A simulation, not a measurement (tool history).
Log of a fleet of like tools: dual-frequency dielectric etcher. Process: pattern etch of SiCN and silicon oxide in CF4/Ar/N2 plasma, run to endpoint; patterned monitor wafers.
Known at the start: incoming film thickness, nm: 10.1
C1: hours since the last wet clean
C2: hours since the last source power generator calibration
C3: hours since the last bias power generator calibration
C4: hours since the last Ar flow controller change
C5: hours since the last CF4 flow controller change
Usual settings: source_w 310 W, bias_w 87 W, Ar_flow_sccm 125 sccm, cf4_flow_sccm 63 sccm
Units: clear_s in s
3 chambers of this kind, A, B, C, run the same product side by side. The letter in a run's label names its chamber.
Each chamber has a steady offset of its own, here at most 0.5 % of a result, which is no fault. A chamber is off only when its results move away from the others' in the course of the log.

run 1A hour=7.9 | source_w=310 bias_w=87 Ar_flow_sccm=125 cf4_flow_sccm=63 | C1=221.5 C2=2141.3 C3=3457.5 C4=1074.2 C5=958.5 | clear_s=15.870
run 2B hour=12.9 | source_w=310 bias_w=87 Ar_flow_sccm=125 cf4_flow_sccm=63 | C1=257.8 C2=3219.7 C3=1471.9 C4=3570.5 C5=959.7 | clear_s=16.029
run 3C hour=20.5 | source_w=310 bias_w=87 Ar_flow_sccm=125 cf4_flow_sccm=63 | C1=467.6 C2=539.4 C3=141.5 C4=2664.8 C5=938.8 | clear_s=15.861
run 4B hour=27.6 | source_w=310 bias_w=87 Ar_flow_sccm=125 cf4_flow_sccm=63 | C1=272.5 C2=3234.4 C3=1486.6 C4=3585.2 C5=974.4 | clear_s=15.939
run 5A hour=33.8 | source_w=310 bias_w=87 Ar_flow_sccm=125 cf4_flow_sccm=63 | C1=247.4 C2=2167.2 C3=3483.4 C4=1100.1 C5=984.4 | clear_s=15.954
run 6C hour=39.2 | source_w=310 bias_w=87 Ar_flow_sccm=125 cf4_flow_sccm=63 | C1=486.3 C2=558.1 C3=160.2 C4=2683.5 C5=957.5 | clear_s=15.919
run 7A hour=43.4 | source_w=310 bias_w=87 Ar_flow_sccm=125 cf4_flow_sccm=63 | C1=257.0 C2=2176.8 C3=3493.0 C4=1109.7 C5=994.0 | clear_s=15.928
run 8B hour=47.4 | source_w=310 bias_w=87 Ar_flow_sccm=125 cf4_flow_sccm=63 | C1=292.3 C2=3254.2 C3=1506.4 C4=3605.0 C5=994.2 | clear_s=16.033
run 9C hour=55.4 | source_w=310 bias_w=87 Ar_flow_sccm=125 cf4_flow_sccm=63 | C1=502.5 C2=574.3 C3=176.4 C4=2699.7 C5=973.7 | clear_s=15.995
run 10C hour=63.3 | source_w=310 bias_w=87 Ar_flow_sccm=125 cf4_flow_sccm=63 | C1=510.4 C2=582.2 C3=184.3 C4=2707.6 C5=981.6 | clear_s=16.039
run 11B hour=68.7 | source_w=310 bias_w=87 Ar_flow_sccm=125 cf4_flow_sccm=63 | C1=313.6 C2=3275.5 C3=1527.7 C4=3626.3 C5=1015.5 | clear_s=16.012
run 12A hour=73.0 | source_w=310 bias_w=87 Ar_flow_sccm=125 cf4_flow_sccm=63 | C1=286.6 C2=2206.4 C3=3522.6 C4=1139.3 C5=1023.6 | clear_s=16.215
run 13C hour=79.0 | source_w=310 bias_w=87 Ar_flow_sccm=125 cf4_flow_sccm=63 | C1=526.1 C2=597.9 C3=200.0 C4=2723.3 C5=997.3 | clear_s=16.031
run 14B hour=84.8 | source_w=250 bias_w=103 Ar_flow_sccm=125 cf4_flow_sccm=63 | C1=329.7 C2=3291.6 C3=1543.8 C4=3642.4 C5=1031.6 | clear_s=17.980
run 15A hour=90.9 | source_w=250 bias_w=103 Ar_flow_sccm=125 cf4_flow_sccm=63 | C1=304.5 C2=2224.3 C3=3540.5 C4=1157.2 C5=1041.5 | clear_s=18.456
run 16C hour=98.1 | source_w=250 bias_w=103 Ar_flow_sccm=125 cf4_flow_sccm=63 | C1=545.2 C2=617.0 C3=219.1 C4=2742.4 C5=1016.4 | clear_s=18.010
-- hour=101.7 chamber B: wet clean of the chamber
run 17B hour=104.8 | source_w=310 bias_w=87 Ar_flow_sccm=125 cf4_flow_sccm=63 | C1=3.1 C2=3311.6 C3=1563.8 C4=3662.4 C5=1051.6 | clear_s=16.007
run 18A hour=109.6 | source_w=310 bias_w=87 Ar_flow_sccm=125 cf4_flow_sccm=63 | C1=323.2 C2=2243.0 C3=3559.2 C4=1175.9 C5=1060.2 | clear_s=16.433
run 19C hour=114.2 | source_w=310 bias_w=87 Ar_flow_sccm=125 cf4_flow_sccm=63 | C1=561.3 C2=633.1 C3=235.2 C4=2758.5 C5=1032.5 | clear_s=16.054
run 20A hour=119.8 | source_w=310 bias_w=87 Ar_flow_sccm=125 cf4_flow_sccm=63 | C1=333.4 C2=2253.2 C3=3569.4 C4=1186.1 C5=1070.4 | clear_s=16.504
-- hour=126.2 chamber C: wet clean of the chamber
run 21B hour=126.9 | source_w=310 bias_w=87 Ar_flow_sccm=125 cf4_flow_sccm=63 | C1=25.2 C2=3333.7 C3=1585.9 C4=3684.5 C5=1073.7 | clear_s=15.928
run 22C hour=134.2 | source_w=310 bias_w=87 Ar_flow_sccm=125 cf4_flow_sccm=63 | C1=8.0 C2=653.1 C3=255.2 C4=2778.5 C5=1052.5 | clear_s=16.031
run 23B hour=138.8 | source_w=350 bias_w=87 Ar_flow_sccm=125 cf4_flow_sccm=73 | C1=37.1 C2=3345.6 C3=1597.8 C4=3696.4 C5=1085.6 | clear_s=14.074
run 24A hour=144.7 | source_w=350 bias_w=87 Ar_flow_sccm=125 cf4_flow_sccm=73 | C1=358.3 C2=2278.1 C3=3594.3 C4=1211.0 C5=1095.3 | clear_s=14.655
run 25C hour=149.1 | source_w=350 bias_w=87 Ar_flow_sccm=125 cf4_flow_sccm=73 | C1=22.9 C2=668.0 C3=270.1 C4=2793.4 C5=1067.4 | clear_s=14.046
run 26B hour=154.5 | source_w=310 bias_w=87 Ar_flow_sccm=125 cf4_flow_sccm=63 | C1=52.8 C2=3361.3 C3=1613.5 C4=3712.1 C5=1101.3 | clear_s=16.092
run 27A hour=158.0 | source_w=310 bias_w=87 Ar_flow_sccm=125 cf4_flow_sccm=63 | C1=371.6 C2=2291.4 C3=3607.6 C4=1224.3 C5=1108.6 | clear_s=16.690
run 28C hour=164.8 | source_w=310 bias_w=87 Ar_flow_sccm=151 cf4_flow_sccm=58 | C1=38.6 C2=683.7 C3=285.8 C4=2809.1 C5=1083.1 | clear_s=16.635

Next, every chamber runs the same settings. What will each give?
run 29A hour=170.5 | source_w=310 bias_w=87 Ar_flow_sccm=125 cf4_flow_sccm=63 | clear_s=?
run 29B hour=170.5 | source_w=310 bias_w=87 Ar_flow_sccm=125 cf4_flow_sccm=63 | clear_s=?
run 29C hour=170.5 | source_w=310 bias_w=87 Ar_flow_sccm=125 cf4_flow_sccm=63 | clear_s=?

run=29A clear_s=16.766
run=29B clear_s=16.080
run=29C clear_s=15.877

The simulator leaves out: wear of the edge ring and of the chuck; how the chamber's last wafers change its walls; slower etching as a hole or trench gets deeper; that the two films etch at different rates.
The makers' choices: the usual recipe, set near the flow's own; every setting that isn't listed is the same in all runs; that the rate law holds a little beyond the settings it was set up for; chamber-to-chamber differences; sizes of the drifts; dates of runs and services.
